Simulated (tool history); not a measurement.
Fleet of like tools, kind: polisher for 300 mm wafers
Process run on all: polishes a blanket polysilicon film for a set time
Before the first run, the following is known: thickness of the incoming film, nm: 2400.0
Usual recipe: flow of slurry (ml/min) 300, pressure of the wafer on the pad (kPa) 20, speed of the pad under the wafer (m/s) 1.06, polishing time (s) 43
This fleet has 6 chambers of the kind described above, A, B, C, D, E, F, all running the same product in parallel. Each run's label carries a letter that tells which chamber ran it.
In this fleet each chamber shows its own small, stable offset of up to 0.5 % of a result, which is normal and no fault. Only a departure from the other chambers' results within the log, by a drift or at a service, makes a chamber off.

run	hour	flow of slurry (ml/min)	pressure of the wafer on the pad (kPa)	speed of the pad under the wafer (m/s)	polishing time (s)	wafers polished on this pad	hours since the slurry nozzle was cleaned	hours since the head pressure was calibrated	film removed (angstrom)
1E	9.2	300	20	1.06	43	646	294.7	413.4	4575.4
2B	17.1	300	20	1.06	43	323	702.6	898.8	4533.8
3F	31.4	300	20	1.06	43	1289	236.6	220.4	4532.5
# hour 33.8: chamber D: worn pad replaced by a new one
4C	39.3	300	20	1.06	43	497	248.4	160.7	4602.8
# hour 42.5: chamber A: worn pad replaced by a new one
# hour 49.5: chamber F: worn pad replaced by a new one
5A	53.6	300	20	1.06	43	125	105.4	137.2	4503.6
# hour 56.5: chamber E: worn pad replaced by a new one
# hour 58.4: chamber D: slurry nozzle cleaned
6D	63.2	300	20	1.06	43	332	4.9	129	4580.3
7D	73.1	300	20	1.06	43	444	14.8	138.9	4609.6
# hour 82.5: chamber F: slurry nozzle cleaned
8A	83.4	300	20	1.06	43	462	135.2	167	4550.5
9E	93.9	300	20	1.06	43	422	379.4	498.1	4576.4
# hour 97.4: chamber B: slurry nozzle cleaned
# hour 101: chamber B: worn pad replaced by a new one
10B	107.9	215	20	1.06	43	78	10.5	989.6	4397.7
# hour 110.9: chamber C: worn pad replaced by a new one
11F	115.2	215	20	1.06	43	741	32.8	304.2	4373.2
12C	128.8	215	20	1.06	43	202	337.9	250.2	4365.8
13A	137	215	20	1.06	43	1066	188.8	220.6	4381.5
14D	146.4	215	20	1.06	43	1271	88.1	212.2	4412.7
# hour 148.3: chamber E: worn pad replaced by a new one
# hour 156.7: chamber A: worn pad replaced by a new one
15F	158.6	215	20	1.06	43	1231	76.2	347.6	4418.9
# hour 167.4: chamber D: worn pad replaced by a new one
16C	174	355	20	1.06	43	712	383.1	295.4	4522.9
# hour 176.7: chamber F: worn pad replaced by a new one
17E	186.8	355	20	1.06	43	434	472.3	591	4576
# hour 194.9: chamber B: worn pad replaced by a new one
18B	195.8	355	20	1.06	43	11	98.4	1077.5	4621
19B	205	355	20	1.06	43	114	107.6	1086.7	4612.1
# hour 212: chamber C: worn pad replaced by a new one
20D	219.4	355	20	1.06	43	587	161.1	285.2	4592.5
21A	233	355	20	1.06	43	861	284.8	316.6	4630.9
22E	241.6	300	20	1.06	43	1053	527.1	645.8	4538.3
# hour 246.2: chamber A: worn pad replaced by a new one
# hour 250.3: chamber E: worn pad replaced by a new one
23C	257.7	300	20	1.06	43	516	466.8	379.1	4412.3
24F	266.5	370	20	1.06	43	1013	184.1	455.5	4646.3
25B	281	370	20	1.06	43	972	183.6	1162.7	4619.7
# hour 292.4: chamber F: worn pad replaced by a new one
26A	296.7	370	20	1.06	43	570	348.5	380.3	4629.5
# hour 300.8: chamber D: worn pad replaced by a new one
# hour 308.8: chamber B: worn pad replaced by a new one
27F	308.9	370	20	1.06	43	186	226.5	497.9	4669.1
# hour 318.5: chamber C: worn pad replaced by a new one
28E	323.5	370	20	1.06	43	826	609	727.7	4625.1
29D	331.7	370	20	1.06	43	349	273.4	397.5	4654.1
30C	339.9	300	20	1.06	43	242	549	461.3	4340
# hour 347.2: chamber C: slurry nozzle cleaned
# hour 347.8: chamber A: worn pad replaced by a new one
31F	352.4	300	20	1.06	43	677	270	541.4	4565.9
# hour 364.4: chamber E: worn pad replaced by a new one
32B	368	300	20	1.06	43	668	270.6	1249.7	4515.5
# hour 372: chamber F: slurry nozzle cleaned
33A	378.8	300	20	1.06	43	349	430.6	462.4	4490.6
34C	391.6	300	20	1.06	43	825	44.5	513	4353.2
# hour 400: chamber B: worn pad replaced by a new one
35D	402.7	300	20	1.06	43	1150	344.4	468.5	4545.6
36E	413.1	300	20	1.06	43	549	698.6	817.3	4529.8
# hour 420.9: chamber F: worn pad replaced by a new one
# hour 421.6: chamber C: worn pad replaced by a new one
37A	427.7	300	20	1.06	43	901	479.5	511.3	4550.1
38D	438.3	300	20	1.06	43	1551	380	504.1	4519.4
39C	451.9	300	20	1.06	43	342	104.8	573.3	4321.9
# hour 460.6: chamber E: worn pad replaced by a new one
40E	463.8	300	20	1.06	43	36	749.3	868	4538.8
41B	472.9	300	20	1.06	43	823	375.5	1354.6	4595.6
# hour 476.4: chamber F: head pressure recalibrated
42F	486.4	300	20	1.06	43	739	114.4	10	4575.3
# hour 493.9: chamber B: worn pad replaced by a new one
43B	496.9	300	20	1.06	43	34	399.5	1378.6	4518.1

Decide between three cases: one chamber stands off from its peers, the gauge reading all wafers drifts, or nothing is wrong past each chamber's small offset. Where a chamber is off, say which and what most likely put it there.

Chamber C drifts away from the others.
Likeliest cause: head's pressure below its setpoint, % = 7.69.

Chamber C could run next with any of the 4 candidate recipes listed below; each alters the usual settings, and their results appear as question marks. Which one brings its results back in line with what the other chambers deliver on the usual settings?
To be in line, a result may differ from the other chambers' mean on the usual settings by at most: film removed (angstrom) 96
44C-1	508.4	300	20.7	1.1	43				?
44C-2	508.4	300	19.3	1.04	42				?
44C-3	508.4	300	20	1.02	43				?
44C-4	508.4	300	20	1.08	44				?

Usual-settings mean across the other chambers: film removed (angstrom) 4538.6
run	film removed (angstrom)
44C-1	4516.5
44C-2	3893.9
44C-3	4047
44C-4	4387.2
The answer is 44C-1, which returns the chamber to within the allowed miss of the others.
